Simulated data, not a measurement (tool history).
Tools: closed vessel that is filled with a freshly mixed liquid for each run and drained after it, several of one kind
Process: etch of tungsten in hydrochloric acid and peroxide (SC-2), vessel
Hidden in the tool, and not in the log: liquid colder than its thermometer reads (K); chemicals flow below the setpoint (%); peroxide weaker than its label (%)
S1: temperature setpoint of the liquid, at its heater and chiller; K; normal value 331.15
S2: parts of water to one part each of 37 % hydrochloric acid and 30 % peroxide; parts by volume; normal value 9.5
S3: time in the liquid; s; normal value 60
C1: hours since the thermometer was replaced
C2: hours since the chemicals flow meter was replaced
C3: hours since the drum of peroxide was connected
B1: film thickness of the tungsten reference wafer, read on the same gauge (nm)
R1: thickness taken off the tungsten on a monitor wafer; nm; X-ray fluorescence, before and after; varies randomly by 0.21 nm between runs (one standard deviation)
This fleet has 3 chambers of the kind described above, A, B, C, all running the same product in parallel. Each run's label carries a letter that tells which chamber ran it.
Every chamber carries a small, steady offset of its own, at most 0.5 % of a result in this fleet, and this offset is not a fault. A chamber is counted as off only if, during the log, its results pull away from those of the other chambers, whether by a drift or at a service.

Run 1C, hour 8.5: usual settings; C1 132.6; C2 462.4; C3 1536.3; B1 49.993. Result: R1 27.675 nm.
Run 2A, hour 13.3: usual settings; C1 1601.2; C2 996.2; C3 500.9; B1 50.008. Result: R1 27.672 nm.
Run 3B, hour 19.4: usual settings; C1 396.2; C2 266.6; C3 409.7; B1 50.002. Result: R1 27.613 nm.
At hour 27.3: chamber C: new drum of peroxide connected.
Run 4A, hour 27.5: usual settings; C1 1615.4; C2 1010.4; C3 515.1; B1 50.007. Result: R1 27.442 nm.
Run 5B, hour 32.1: usual settings; C1 408.9; C2 279.3; C3 422.4; B1 49.992. Result: R1 27.015 nm.
Run 6C, hour 40.4: usual settings; C1 164.5; C2 494.3; C3 13.1; B1 49.990. Result: R1 27.729 nm.
Run 7A, hour 46.6: usual settings but S3 50 s; C1 1634.5; C2 1029.5; C3 534.2; B1 49.992. Result: R1 23.051 nm.
Run 8B, hour 54.0: usual settings but S3 50 s; C1 430.8; C2 301.2; C3 444.3; B1 49.984. Result: R1 22.831 nm.
Run 9C, hour 58.2: usual settings but S3 50 s; C1 182.3; C2 512.1; C3 30.9; B1 50.004. Result: R1 23.038 nm.
Run 10B, hour 66.2: usual settings but S2 14.0 parts by volume; C1 443.0; C2 313.4; C3 456.5; B1 49.977. Result: R1 19.718 nm.
Run 11A, hour 70.4: usual settings but S2 14.0 parts by volume; C1 1658.3; C2 1053.3; C3 558.0; B1 50.006. Result: R1 19.992 nm.
Run 12C, hour 76.0: usual settings but S2 14.0 parts by volume; C1 200.1; C2 529.9; C3 48.7; B1 50.003. Result: R1 19.871 nm.
Run 13A, hour 83.6: usual settings; C1 1671.5; C2 1066.5; C3 571.2; B1 50.033. Result: R1 27.271 nm.
Run 14B, hour 87.6: usual settings; C1 464.4; C2 334.8; C3 477.9; B1 49.994. Result: R1 27.367 nm.
Run 15C, hour 96.3: usual settings; C1 220.4; C2 550.2; C3 69.0; B1 49.988. Result: R1 27.821 nm.
At hour 99.7: chamber A: thermometer replaced.
Run 16B, hour 103.7: usual settings; C1 480.5; C2 350.9; C3 494.0; B1 50.003. Result: R1 27.832 nm.
Run 17A, hour 108.4: usual settings but S1 337.65 K; C1 8.7; C2 1091.3; C3 596.0; B1 50.006. Result: R1 41.213 nm.
Run 18C, hour 115.3: usual settings but S1 337.65 K; C1 239.4; C2 569.2; C3 88.0; B1 50.001. Result: R1 42.211 nm.
Run 19B, hour 121.2: usual settings but S1 337.65 K; C1 498.0; C2 368.4; C3 511.5; B1 50.018. Result: R1 40.318 nm.
Run 20C, hour 130.0: usual settings; C1 254.1; C2 583.9; C3 102.7; B1 50.003. Result: R1 27.797 nm.
Run 21A, hour 134.1: usual settings but S1 326.15 K, S2 12.5 parts by volume; C1 34.4; C2 1117.0; C3 621.7; B1 49.992. Result: R1 15.569 nm.
Run 22C, hour 140.1: usual settings but S1 326.15 K, S2 12.5 parts by volume; C1 264.2; C2 594.0; C3 112.8; B1 49.991. Result: R1 15.924 nm.
Run 23A, hour 147.0: usual settings but S1 326.15 K, S2 12.5 parts by volume; C1 47.3; C2 1129.9; C3 634.6; B1 49.995. Result: R1 15.387 nm.
Run 24B, hour 153.4: usual settings but S1 338.65 K, S3 75 s; C1 530.2; C2 400.6; C3 543.7; B1 50.006. Result: R1 54.449 nm.
Run 25A, hour 162.0: usual settings but S1 338.65 K, S3 75 s; C1 62.3; C2 1144.9; C3 649.6; B1 49.977. Result: R1 53.801 nm.
Run 26B, hour 165.9: usual settings but S1 338.65 K, S3 75 s; C1 542.7; C2 413.1; C3 556.2; B1 49.999. Result: R1 54.821 nm.
Run 27C, hour 174.6: usual settings; C1 298.7; C2 628.5; C3 147.3; B1 49.998. Result: R1 27.552 nm.
Run 28C, hour 179.4: usual settings; C1 303.5; C2 633.3; C3 152.1; B1 49.999. Result: R1 27.604 nm.
Run 29A, hour 185.5: usual settings; C1 85.8; C2 1168.4; C3 673.1; B1 49.996. Result: R1 26.447 nm.
Run 30B, hour 189.4: usual settings; C1 566.2; C2 436.6; C3 579.7; B1 50.001. Result: R1 27.812 nm.
Run 31A, hour 197.5: usual settings; C1 97.8; C2 1180.4; C3 685.1; B1 50.014. Result: R1 26.397 nm.

Which is it: a chamber that has drifted or been left off by a service, a gauge drift common to all chambers, or only each chamber's usual small offset? If a chamber is off, name it and its likeliest cause.

Chamber A drifts away from the others.
Most likely cause: peroxide weaker than its label (%) = 4.91.
It could be hard to tell apart here from: chemicals flow below the setpoint (%).

Here are 4 candidates for chamber A's next run, each the usual settings with a change, their results left as question marks. Which one brings its results back in line with what the others give on the usual settings?
Maximum distance from the other chambers' mean on the usual settings for a result to count as in line: R1 0.720 nm
Run 32A-1, hour 203.8: usual settings but S2 9.0 parts by volume. Result: R1 ?.
Run 32A-2, hour 203.8: usual settings but S1 332.15 K, S2 9.0 parts by volume. Result: R1 ?.
Run 32A-3, hour 203.8: usual settings but S1 330.15 K, S2 10.0 parts by volume. Result: R1 ?.
Run 32A-4, hour 203.8: usual settings but S2 10.0 parts by volume. Result: R1 ?.

Mean of the other chambers on the usual settings: R1 27.570 nm
  run      R1
32A-1  27.491
32A-2  29.306
32A-3  23.626
32A-4  25.196
32A-1 brings the chamber back in line.
